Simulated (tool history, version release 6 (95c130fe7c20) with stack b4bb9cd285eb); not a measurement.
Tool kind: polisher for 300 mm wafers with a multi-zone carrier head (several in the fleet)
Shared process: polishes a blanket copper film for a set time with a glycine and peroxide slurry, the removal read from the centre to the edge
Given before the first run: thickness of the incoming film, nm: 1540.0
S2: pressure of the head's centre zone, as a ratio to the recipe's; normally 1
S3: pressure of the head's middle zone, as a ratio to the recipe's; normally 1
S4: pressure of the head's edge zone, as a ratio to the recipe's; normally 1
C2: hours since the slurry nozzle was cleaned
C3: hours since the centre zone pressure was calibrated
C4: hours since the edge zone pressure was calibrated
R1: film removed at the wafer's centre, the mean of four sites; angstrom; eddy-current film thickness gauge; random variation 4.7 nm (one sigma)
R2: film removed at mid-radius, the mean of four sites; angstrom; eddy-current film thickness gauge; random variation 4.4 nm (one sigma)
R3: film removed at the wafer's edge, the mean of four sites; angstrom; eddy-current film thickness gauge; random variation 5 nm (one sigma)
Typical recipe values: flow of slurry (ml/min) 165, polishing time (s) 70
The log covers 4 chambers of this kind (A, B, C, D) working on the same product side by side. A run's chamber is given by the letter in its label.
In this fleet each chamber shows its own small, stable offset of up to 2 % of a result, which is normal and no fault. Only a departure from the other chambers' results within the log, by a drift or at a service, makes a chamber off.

{"run": "1B", "hour": 6.1, "flow of slurry (ml/min)": 165, "S2": 1, "S3": 1, "S4": 1, "polishing time (s)": 70, "wafers polished on this pad": 143, "C2": 435.6, "C3": 332.9, "C4": 342.8, "R1": 5526.7, "R2": 5451.9, "R3": 5545.5}
{"hour": 11.8, "done": "chamber C: slurry nozzle cleaned"}
{"run": "2D", "hour": 14.0, "flow of slurry (ml/min)": 165, "S2": 1, "S3": 1, "S4": 1, "polishing time (s)": 70, "wafers polished on this pad": 105, "C2": 280.4, "C3": 244.7, "C4": 620.7, "R1": 5505.9, "R2": 5590.6, "R3": 5569.5}
{"run": "3C", "hour": 19.3, "flow of slurry (ml/min)": 165, "S2": 1, "S3": 1, "S4": 1, "polishing time (s)": 70, "wafers polished on this pad": 1047, "C2": 7.6, "C3": 754.8, "C4": 328.3, "R1": 5649.2, "R2": 5524.9, "R3": 5454.4}
{"run": "4A", "hour": 26.9, "flow of slurry (ml/min)": 165, "S2": 1, "S3": 1, "S4": 1, "polishing time (s)": 70, "wafers polished on this pad": 599, "C2": 624.2, "C3": 883.5, "C4": 53.2, "R1": 5619.7, "R2": 5500, "R3": 5547.7}
{"run": "5C", "hour": 32.8, "flow of slurry (ml/min)": 165, "S2": 1.09, "S3": 1, "S4": 1, "polishing time (s)": 70, "wafers polished on this pad": 1136, "C2": 21.1, "C3": 768.3, "C4": 341.8, "R1": 6228, "R2": 5568.5, "R3": 5491.6}
{"run": "6A", "hour": 39.7, "flow of slurry (ml/min)": 165, "S2": 1.09, "S3": 1, "S4": 1, "polishing time (s)": 70, "wafers polished on this pad": 683, "C2": 637, "C3": 896.3, "C4": 66, "R1": 6123.8, "R2": 5459.3, "R3": 5494.7}
{"run": "7D", "hour": 47.3, "flow of slurry (ml/min)": 165, "S2": 1.09, "S3": 1, "S4": 1, "polishing time (s)": 70, "wafers polished on this pad": 325, "C2": 313.7, "C3": 278, "C4": 654, "R1": 6090.4, "R2": 5533.6, "R3": 5526.9}
{"run": "8B", "hour": 52.9, "flow of slurry (ml/min)": 165, "S2": 1.09, "S3": 1, "S4": 1, "polishing time (s)": 70, "wafers polished on this pad": 451, "C2": 482.4, "C3": 379.7, "C4": 389.6, "R1": 6138.7, "R2": 5490.9, "R3": 5511.1}
{"run": "9D", "hour": 58.7, "flow of slurry (ml/min)": 165, "S2": 1, "S3": 1, "S4": 1, "polishing time (s)": 70, "wafers polished on this pad": 400, "C2": 325.1, "C3": 289.4, "C4": 665.4, "R1": 5538.5, "R2": 5520.1, "R3": 5485.2}
{"run": "10A", "hour": 63.2, "flow of slurry (ml/min)": 165, "S2": 1, "S3": 1, "S4": 1, "polishing time (s)": 70, "wafers polished on this pad": 838, "C2": 660.5, "C3": 919.8, "C4": 89.5, "R1": 5570.3, "R2": 5463.6, "R3": 5497.6}
{"hour": 63.8, "done": "chamber A: centre zone pressure recalibrated"}
{"run": "11B", "hour": 68.2, "flow of slurry (ml/min)": 165, "S2": 1, "S3": 1, "S4": 1, "polishing time (s)": 70, "wafers polished on this pad": 552, "C2": 497.7, "C3": 395, "C4": 404.9, "R1": 5569.7, "R2": 5474.4, "R3": 5614.2}
{"run": "12C", "hour": 72.4, "flow of slurry (ml/min)": 165, "S2": 1, "S3": 1, "S4": 1, "polishing time (s)": 70, "wafers polished on this pad": 1397, "C2": 60.7, "C3": 807.9, "C4": 381.4, "R1": 5622.5, "R2": 5550.1, "R3": 5476.9}
{"hour": 74.4, "done": "chamber C: worn pad replaced by a new one"}
{"run": "13C", "hour": 77.6, "flow of slurry (ml/min)": 165, "S2": 1, "S3": 1, "S4": 1, "polishing time (s)": 70, "wafers polished on this pad": 21, "C2": 65.9, "C3": 813.1, "C4": 386.6, "R1": 5517.5, "R2": 5556.9, "R3": 5510.5}
{"run": "14B", "hour": 85.5, "flow of slurry (ml/min)": 165, "S2": 1, "S3": 1, "S4": 1, "polishing time (s)": 70, "wafers polished on this pad": 666, "C2": 515, "C3": 412.3, "C4": 422.2, "R1": 5548, "R2": 5560.1, "R3": 5539.3}
{"hour": 93.2, "done": "chamber A: worn pad replaced by a new one"}
{"run": "15A", "hour": 93.2, "flow of slurry (ml/min)": 165, "S2": 1, "S3": 1, "S4": 1, "polishing time (s)": 70, "wafers polished on this pad": 0, "C2": 690.5, "C3": 29.4, "C4": 119.5, "R1": 5629.3, "R2": 5508.8, "R3": 5514.7}
{"run": "16D", "hour": 100.6, "flow of slurry (ml/min)": 165, "S2": 1, "S3": 1, "S4": 1, "polishing time (s)": 70, "wafers polished on this pad": 676, "C2": 367, "C3": 331.3, "C4": 707.3, "R1": 5407.5, "R2": 5469.8, "R3": 5456.4}
{"hour": 100.8, "done": "chamber D: worn pad replaced by a new one"}
{"run": "17B", "hour": 106.4, "flow of slurry (ml/min)": 165, "S2": 1, "S3": 1, "S4": 1, "polishing time (s)": 70, "wafers polished on this pad": 804, "C2": 535.9, "C3": 433.2, "C4": 443.1, "R1": 5581.8, "R2": 5591.1, "R3": 5522.3}
{"run": "18C", "hour": 114.0, "flow of slurry (ml/min)": 190, "S2": 1, "S3": 1, "S4": 1, "polishing time (s)": 70, "wafers polished on this pad": 261, "C2": 102.3, "C3": 849.5, "C4": 423, "R1": 5786.5, "R2": 5661.6, "R3": 5579.7}
{"run": "19D", "hour": 118.2, "flow of slurry (ml/min)": 190, "S2": 1, "S3": 1, "S4": 1, "polishing time (s)": 70, "wafers polished on this pad": 115, "C2": 384.6, "C3": 348.9, "C4": 724.9, "R1": 5507.4, "R2": 5548.9, "R3": 5515.2}
{"run": "20A", "hour": 122.3, "flow of slurry (ml/min)": 190, "S2": 1, "S3": 1, "S4": 1, "polishing time (s)": 70, "wafers polished on this pad": 191, "C2": 719.6, "C3": 58.5, "C4": 148.6, "R1": 5717.6, "R2": 5647.7, "R3": 5575.5}
{"hour": 124.3, "done": "chamber B: slurry nozzle cleaned"}
{"run": "21B", "hour": 126.0, "flow of slurry (ml/min)": 190, "S2": 1, "S3": 1, "S4": 1, "polishing time (s)": 70, "wafers polished on this pad": 933, "C2": 1.7, "C3": 452.8, "C4": 462.7, "R1": 5641.8, "R2": 5713.3, "R3": 5599.9}
{"run": "22D", "hour": 131.3, "flow of slurry (ml/min)": 165, "S2": 1, "S3": 1, "S4": 1, "polishing time (s)": 70, "wafers polished on this pad": 201, "C2": 397.7, "C3": 362, "C4": 738, "R1": 5278.4, "R2": 5443.1, "R3": 5384.6}
{"run": "23A", "hour": 139.1, "flow of slurry (ml/min)": 165, "S2": 1, "S3": 1, "S4": 1, "polishing time (s)": 70, "wafers polished on this pad": 302, "C2": 736.4, "C3": 75.3, "C4": 165.4, "R1": 5628.3, "R2": 5541.5, "R3": 5500.4}
{"run": "24C", "hour": 144.3, "flow of slurry (ml/min)": 165, "S2": 1, "S3": 1, "S4": 1, "polishing time (s)": 70, "wafers polished on this pad": 461, "C2": 132.6, "C3": 879.8, "C4": 453.3, "R1": 5622.4, "R2": 5538.7, "R3": 5464.2}
{"run": "25C", "hour": 152.5, "flow of slurry (ml/min)": 165, "S2": 1, "S3": 1, "S4": 1, "polishing time (s)": 70, "wafers polished on this pad": 515, "C2": 140.8, "C3": 888, "C4": 461.5, "R1": 5539.8, "R2": 5610, "R3": 5550.5}
{"run": "26A", "hour": 158.8, "flow of slurry (ml/min)": 165, "S2": 1, "S3": 1, "S4": 1, "polishing time (s)": 70, "wafers polished on this pad": 432, "C2": 756.1, "C3": 95, "C4": 185.1, "R1": 5607.6, "R2": 5560.6, "R3": 5570.7}
{"hour": 161.4, "done": "chamber B: worn pad replaced by a new one"}
{"run": "27B", "hour": 166.8, "flow of slurry (ml/min)": 165, "S2": 1, "S3": 1, "S4": 1, "polishing time (s)": 70, "wafers polished on this pad": 36, "C2": 42.5, "C3": 493.6, "C4": 503.5, "R1": 5660.2, "R2": 5536.5, "R3": 5515.1}
{"run": "28D", "hour": 172.4, "flow of slurry (ml/min)": 165, "S2": 1, "S3": 1, "S4": 1, "polishing time (s)": 70, "wafers polished on this pad": 472, "C2": 438.8, "C3": 403.1, "C4": 779.1, "R1": 5330.6, "R2": 5200.3, "R3": 5364.3}
{"run": "29D", "hour": 179.7, "flow of slurry (ml/min)": 165, "S2": 1, "S3": 1, "S4": 1.06, "polishing time (s)": 83, "wafers polished on this pad": 520, "C2": 446.1, "C3": 410.4, "C4": 786.4, "R1": 6166.5, "R2": 6252.9, "R3": 6388.1}
{"run": "30B", "hour": 184.0, "flow of slurry (ml/min)": 165, "S2": 1, "S3": 1, "S4": 1.06, "polishing time (s)": 83, "wafers polished on this pad": 149, "C2": 59.7, "C3": 510.8, "C4": 520.7, "R1": 6600.8, "R2": 6595.7, "R3": 6825.2}
{"run": "31C", "hour": 188.5, "flow of slurry (ml/min)": 165, "S2": 1, "S3": 1, "S4": 1.06, "polishing time (s)": 83, "wafers polished on this pad": 752, "C2": 176.8, "C3": 924, "C4": 497.5, "R1": 6672.1, "R2": 6581.3, "R3": 6681.4}
{"run": "32A", "hour": 194.2, "flow of slurry (ml/min)": 165, "S2": 1, "S3": 1, "S4": 1.06, "polishing time (s)": 83, "wafers polished on this pad": 665, "C2": 791.5, "C3": 130.4, "C4": 220.5, "R1": 6681.2, "R2": 6437.8, "R3": 6754.6}

Next, every chamber runs the same settings. What will each give?
{"run": "33A", "hour": 200.3, "flow of slurry (ml/min)": 165, "S2": 1.09, "S3": 1, "S4": 1, "polishing time (s)": 70, "R1": "?", "R2": "?", "R3": "?"}
{"run": "33B", "hour": 200.3, "flow of slurry (ml/min)": 165, "S2": 1.09, "S3": 1, "S4": 1, "polishing time (s)": 70, "R1": "?", "R2": "?", "R3": "?"}
{"run": "33C", "hour": 200.3, "flow of slurry (ml/min)": 165, "S2": 1.09, "S3": 1, "S4": 1, "polishing time (s)": 70, "R1": "?", "R2": "?", "R3": "?"}
{"run": "33D", "hour": 200.3, "flow of slurry (ml/min)": 165, "S2": 1.09, "S3": 1, "S4": 1, "polishing time (s)": 70, "R1": "?", "R2": "?", "R3": "?"}

run=33A R1=6092.5 R2=5451.7 R3=5522.9
run=33B R1=6045.1 R2=5597 R3=5674.8
run=33C R1=6185.3 R2=5581.7 R3=5410.9
run=33D R1=5715.6 R2=5157 R3=5296.1
